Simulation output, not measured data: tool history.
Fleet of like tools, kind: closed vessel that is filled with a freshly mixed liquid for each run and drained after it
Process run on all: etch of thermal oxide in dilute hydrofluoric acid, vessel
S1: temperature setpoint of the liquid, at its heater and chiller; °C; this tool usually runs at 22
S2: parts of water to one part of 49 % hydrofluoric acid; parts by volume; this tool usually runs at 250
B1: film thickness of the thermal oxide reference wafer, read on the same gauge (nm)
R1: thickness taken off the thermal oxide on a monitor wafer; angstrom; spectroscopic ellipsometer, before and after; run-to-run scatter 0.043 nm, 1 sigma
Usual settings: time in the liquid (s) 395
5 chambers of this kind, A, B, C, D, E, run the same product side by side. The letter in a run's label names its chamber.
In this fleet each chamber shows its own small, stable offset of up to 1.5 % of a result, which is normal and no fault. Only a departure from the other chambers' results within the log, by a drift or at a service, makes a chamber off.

run 1C hour=4.4 | S1=22 S2=250 time_in_the_liquid_(s)=395 | B1=80.012 | R1=59.972
run 2E hour=7.4 | S1=22 S2=250 time_in_the_liquid_(s)=395 | B1=80.014 | R1=59.948
-- hour=10.3 chamber C: hydrofluoric acid flow meter replaced
run 3D hour=12.2 | S1=22 S2=250 time_in_the_liquid_(s)=395 | B1=80.004 | R1=61.085
run 4A hour=14.9 | S1=22 S2=250 time_in_the_liquid_(s)=395 | B1=79.997 | R1=60.651
run 5B hour=20.2 | S1=22 S2=250 time_in_the_liquid_(s)=395 | B1=79.992 | R1=61.582
run 6E hour=24.4 | S1=22 S2=250 time_in_the_liquid_(s)=395 | B1=79.996 | R1=60.193
run 7A hour=28.0 | S1=22 S2=250 time_in_the_liquid_(s)=605 | B1=80.009 | R1=93.308
run 8B hour=31.9 | S1=22 S2=250 time_in_the_liquid_(s)=605 | B1=80.007 | R1=92.812
run 9D hour=35.8 | S1=22 S2=250 time_in_the_liquid_(s)=605 | B1=80.005 | R1=93.208
run 10C hour=38.9 | S1=22 S2=250 time_in_the_liquid_(s)=605 | B1=79.992 | R1=92.874
run 11A hour=41.7 | S1=22 S2=250 time_in_the_liquid_(s)=605 | B1=79.995 | R1=93.526
run 12B hour=44.3 | S1=22 S2=250 time_in_the_liquid_(s)=395 | B1=79.994 | R1=60.424
run 13D hour=48.0 | S1=22 S2=250 time_in_the_liquid_(s)=395 | B1=80.004 | R1=60.291
run 14E hour=53.2 | S1=22 S2=180 time_in_the_liquid_(s)=175 | B1=80.013 | R1=39.332
run 15C hour=58.4 | S1=22 S2=180 time_in_the_liquid_(s)=175 | B1=80.010 | R1=40.585
run 16A hour=62.9 | S1=22 S2=180 time_in_the_liquid_(s)=175 | B1=79.995 | R1=39.872
run 17C hour=66.3 | S1=22 S2=180 time_in_the_liquid_(s)=175 | B1=80.007 | R1=39.749
run 18E hour=68.8 | S1=22 S2=180 time_in_the_liquid_(s)=175 | B1=80.002 | R1=40.161
run 19D hour=71.4 | S1=22 S2=250 time_in_the_liquid_(s)=395 | B1=80.005 | R1=60.384
run 20B hour=74.3 | S1=22 S2=300 time_in_the_liquid_(s)=540 | B1=80.007 | R1=65.714
run 21A hour=79.5 | S1=22 S2=300 time_in_the_liquid_(s)=540 | B1=80.000 | R1=66.820
-- hour=80.0 chamber B: hydrofluoric acid flow meter replaced
run 22D hour=84.4 | S1=22 S2=300 time_in_the_liquid_(s)=540 | B1=80.019 | R1=66.944
run 23E hour=89.4 | S1=22 S2=300 time_in_the_liquid_(s)=540 | B1=79.976 | R1=65.630
run 24B hour=92.9 | S1=22 S2=300 time_in_the_liquid_(s)=540 | B1=79.997 | R1=65.677
run 25C hour=96.9 | S1=22 S2=250 time_in_the_liquid_(s)=395 | B1=79.975 | R1=60.824
run 26D hour=100.6 | S1=22 S2=250 time_in_the_liquid_(s)=395 | B1=79.999 | R1=60.332
run 27A hour=105.3 | S1=22 S2=250 time_in_the_liquid_(s)=395 | B1=80.003 | R1=60.488
run 28E hour=110.3 | S1=22 S2=250 time_in_the_liquid_(s)=395 | B1=79.998 | R1=59.515
run 29B hour=113.0 | S1=22 S2=250 time_in_the_liquid_(s)=395 | B1=79.996 | R1=60.753
run 30C hour=117.5 | S1=22 S2=250 time_in_the_liquid_(s)=395 | B1=80.004 | R1=60.588
run 31D hour=122.4 | S1=22 S2=250 time_in_the_liquid_(s)=395 | B1=80.002 | R1=60.153
run 32B hour=126.6 | S1=22 S2=250 time_in_the_liquid_(s)=395 | B1=80.000 | R1=60.990
run 33A hour=130.5 | S1=22 S2=250 time_in_the_liquid_(s)=395 | B1=79.997 | R1=60.484
-- hour=131.8 chamber A: thermometer replaced
run 34C hour=135.6 | S1=22 S2=250 time_in_the_liquid_(s)=395 | B1=79.998 | R1=61.150
run 35E hour=140.6 | S1=22 S2=250 time_in_the_liquid_(s)=395 | B1=80.003 | R1=60.153
run 36A hour=143.9 | S1=22 S2=145 time_in_the_liquid_(s)=395 | B1=79.999 | R1=116.510
run 37B hour=146.7 | S1=22 S2=145 time_in_the_liquid_(s)=395 | B1=79.995 | R1=117.170
run 38E hour=151.0 | S1=22 S2=145 time_in_the_liquid_(s)=395 | B1=79.995 | R1=115.350
run 39D hour=155.7 | S1=22 S2=145 time_in_the_liquid_(s)=395 | B1=80.012 | R1=117.670
run 40C hour=159.0 | S1=22 S2=145 time_in_the_liquid_(s)=395 | B1=80.008 | R1=114.750
run 41E hour=163.2 | S1=22 S2=250 time_in_the_liquid_(s)=395 | B1=79.996 | R1=59.795

Predict what each chamber gives when all 5 of them run the settings below next.
run 42A hour=167.0 | S1=22 S2=250 time_in_the_liquid_(s)=215 | R1=?
run 42B hour=167.0 | S1=22 S2=250 time_in_the_liquid_(s)=215 | R1=?
run 42C hour=167.0 | S1=22 S2=250 time_in_the_liquid_(s)=215 | R1=?
run 42D hour=167.0 | S1=22 S2=250 time_in_the_liquid_(s)=215 | R1=?
run 42E hour=167.0 | S1=22 S2=250 time_in_the_liquid_(s)=215 | R1=?

run=42A R1=33.547
run=42B R1=32.895
run=42C R1=32.931
run=42D R1=33.221
run=42E R1=32.936

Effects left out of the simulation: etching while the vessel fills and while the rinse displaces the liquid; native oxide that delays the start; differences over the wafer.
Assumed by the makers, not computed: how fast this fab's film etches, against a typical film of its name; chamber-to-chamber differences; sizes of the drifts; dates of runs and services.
